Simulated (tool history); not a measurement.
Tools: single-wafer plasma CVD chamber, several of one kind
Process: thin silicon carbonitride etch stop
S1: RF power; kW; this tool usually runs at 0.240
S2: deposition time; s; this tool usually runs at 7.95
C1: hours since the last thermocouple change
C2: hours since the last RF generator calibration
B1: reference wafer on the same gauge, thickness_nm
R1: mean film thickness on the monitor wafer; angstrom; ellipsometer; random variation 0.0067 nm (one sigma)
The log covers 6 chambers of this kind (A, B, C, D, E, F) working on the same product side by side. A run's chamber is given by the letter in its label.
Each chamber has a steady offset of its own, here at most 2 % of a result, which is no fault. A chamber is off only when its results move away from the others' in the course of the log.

Run 1E, hour 7.5: usual settings; C1 1997.4; C2 454.3; B1 4.3905. Result: R1 47.573 angstrom.
Run 2B, hour 14.7: usual settings; C1 920.8; C2 1047.7; B1 4.3886. Result: R1 48.031 angstrom.
Run 3F, hour 21.2: usual settings; C1 328.4; C2 1584.5; B1 4.3873. Result: R1 48.178 angstrom.
Run 4C, hour 25.1: usual settings; C1 177.2; C2 897.5; B1 4.3889. Result: R1 48.022 angstrom.
Run 5D, hour 32.5: usual settings; C1 2228.1; C2 785.6; B1 4.3884. Result: R1 48.085 angstrom.
Run 6A, hour 39.0: usual settings; C1 490.6; C2 730.0; B1 4.3868. Result: R1 48.505 angstrom.
Run 7A, hour 47.6: usual settings; C1 499.2; C2 738.6; B1 4.3842. Result: R1 48.412 angstrom.
Run 8D, hour 53.0: usual settings but S1 0.215 kW, S2 8.95 s; C1 2248.6; C2 806.1; B1 4.3845. Result: R1 52.369 angstrom.
Run 9F, hour 61.4: usual settings but S1 0.215 kW, S2 8.95 s; C1 368.6; C2 1624.7; B1 4.3845. Result: R1 52.440 angstrom.
Run 10C, hour 66.5: usual settings but S1 0.215 kW, S2 8.95 s; C1 218.6; C2 938.9; B1 4.3842. Result: R1 52.044 angstrom.
Run 11E, hour 74.6: usual settings but S1 0.215 kW, S2 8.95 s; C1 2064.5; C2 521.4; B1 4.3827. Result: R1 51.781 angstrom.
Run 12B, hour 80.3: usual settings but S1 0.215 kW, S2 8.95 s; C1 986.4; C2 1113.3; B1 4.3818. Result: R1 52.242 angstrom.
Run 13D, hour 85.9: usual settings but S1 0.215 kW, S2 8.95 s; C1 2281.5; C2 839.0; B1 4.3824. Result: R1 52.339 angstrom.
Run 14E, hour 94.2: usual settings; C1 2084.1; C2 541.0; B1 4.3817. Result: R1 47.581 angstrom.
Run 15F, hour 98.5: usual settings but S2 9.22 s; C1 405.7; C2 1661.8; B1 4.3811. Result: R1 55.867 angstrom.
Run 16B, hour 102.4: usual settings but S2 9.22 s; C1 1008.5; C2 1135.4; B1 4.3804. Result: R1 55.586 angstrom.
Run 17C, hour 110.9: usual settings but S2 9.22 s; C1 263.0; C2 983.3; B1 4.3807. Result: R1 55.431 angstrom.
Run 18A, hour 114.8: usual settings but S2 9.22 s; C1 566.4; C2 805.8; B1 4.3793. Result: R1 56.159 angstrom.
Run 19B, hour 122.9: usual settings but S2 9.22 s; C1 1029.0; C2 1155.9; B1 4.3790. Result: R1 55.662 angstrom.
At hour 126.4: chamber F: RF generator calibrated.
Run 20F, hour 131.3: usual settings but S2 9.22 s; C1 438.5; C2 5.0; B1 4.3766. Result: R1 55.675 angstrom.
Run 21E, hour 138.6: usual settings; C1 2128.5; C2 585.4; B1 4.3774. Result: R1 47.486 angstrom.
Run 22C, hour 146.9: usual settings; C1 299.0; C2 1019.3; B1 4.3773. Result: R1 47.811 angstrom.
Run 23A, hour 153.0: usual settings; C1 604.6; C2 844.0; B1 4.3782. Result: R1 48.489 angstrom.
Run 24D, hour 157.3: usual settings but S1 0.265 kW, S2 6.60 s; C1 2352.9; C2 910.4; B1 4.3736. Result: R1 40.976 angstrom.
Run 25C, hour 161.9: usual settings but S1 0.265 kW, S2 6.60 s; C1 314.0; C2 1034.3; B1 4.3748. Result: R1 40.897 angstrom.
Run 26D, hour 168.6: usual settings but S1 0.265 kW, S2 6.60 s; C1 2364.2; C2 921.7; B1 4.3750. Result: R1 41.016 angstrom.
Run 27E, hour 174.4: usual settings but S1 0.265 kW, S2 6.60 s; C1 2164.3; C2 621.2; B1 4.3730. Result: R1 40.620 angstrom.
Run 28F, hour 182.5: usual settings but S1 0.265 kW, S2 6.60 s; C1 489.7; C2 56.2; B1 4.3729. Result: R1 40.985 angstrom.
Run 29A, hour 190.3: usual settings but S1 0.265 kW, S2 6.60 s; C1 641.9; C2 881.3; B1 4.3729. Result: R1 41.452 angstrom.
Run 30B, hour 198.4: usual settings; C1 1104.5; C2 1231.4; B1 4.3709. Result: R1 47.796 angstrom.
Run 31B, hour 202.5: usual settings; C1 1108.6; C2 1235.5; B1 4.3719. Result: R1 47.783 angstrom.
At hour 207.3: chamber C: RF generator calibrated.
Run 32F, hour 208.1: usual settings; C1 515.3; C2 81.8; B1 4.3713. Result: R1 47.965 angstrom.
Run 33A, hour 212.1: usual settings but S2 9.38 s; C1 663.7; C2 903.1; B1 4.3692. Result: R1 57.065 angstrom.
Run 34E, hour 219.6: usual settings but S2 9.38 s; C1 2209.5; C2 666.4; B1 4.3713. Result: R1 56.007 angstrom.
Run 35C, hour 228.4: usual settings but S2 9.38 s; C1 380.5; C2 21.2; B1 4.3688. Result: R1 56.136 angstrom.
Run 36D, hour 236.4: usual settings but S2 9.38 s; C1 2432.0; C2 989.5; B1 4.3702. Result: R1 56.375 angstrom.
Run 37A, hour 244.9: usual settings but S2 9.38 s; C1 696.5; C2 935.9; B1 4.3686. Result: R1 56.872 angstrom.
Run 38F, hour 252.6: usual settings but S2 9.38 s; C1 559.8; C2 126.3; B1 4.3654. Result: R1 56.574 angstrom.
Run 39B, hour 260.4: usual settings but S2 8.85 s; C1 1166.5; C2 1293.4; B1 4.3662. Result: R1 53.225 angstrom.
Run 40D, hour 264.9: usual settings but S2 8.85 s; C1 2460.5; C2 1018.0; B1 4.3661. Result: R1 53.341 angstrom.
Run 41C, hour 270.2: usual settings but S2 8.85 s; C1 422.3; C2 63.0; B1 4.3645. Result: R1 53.053 angstrom.

All 6 chambers run these settings next. Forecast each chamber's results:
Run 42A, hour 276.6: usual settings. Result: R1 ?.
Run 42B, hour 276.6: usual settings. Result: R1 ?.
Run 42C, hour 276.6: usual settings. Result: R1 ?.
Run 42D, hour 276.6: usual settings. Result: R1 ?.
Run 42E, hour 276.6: usual settings. Result: R1 ?.
Run 42F, hour 276.6: usual settings. Result: R1 ?.

run      R1
42A  48.332
42B  47.676
42C  47.534
42D  47.720
42E  47.430
42F  47.834

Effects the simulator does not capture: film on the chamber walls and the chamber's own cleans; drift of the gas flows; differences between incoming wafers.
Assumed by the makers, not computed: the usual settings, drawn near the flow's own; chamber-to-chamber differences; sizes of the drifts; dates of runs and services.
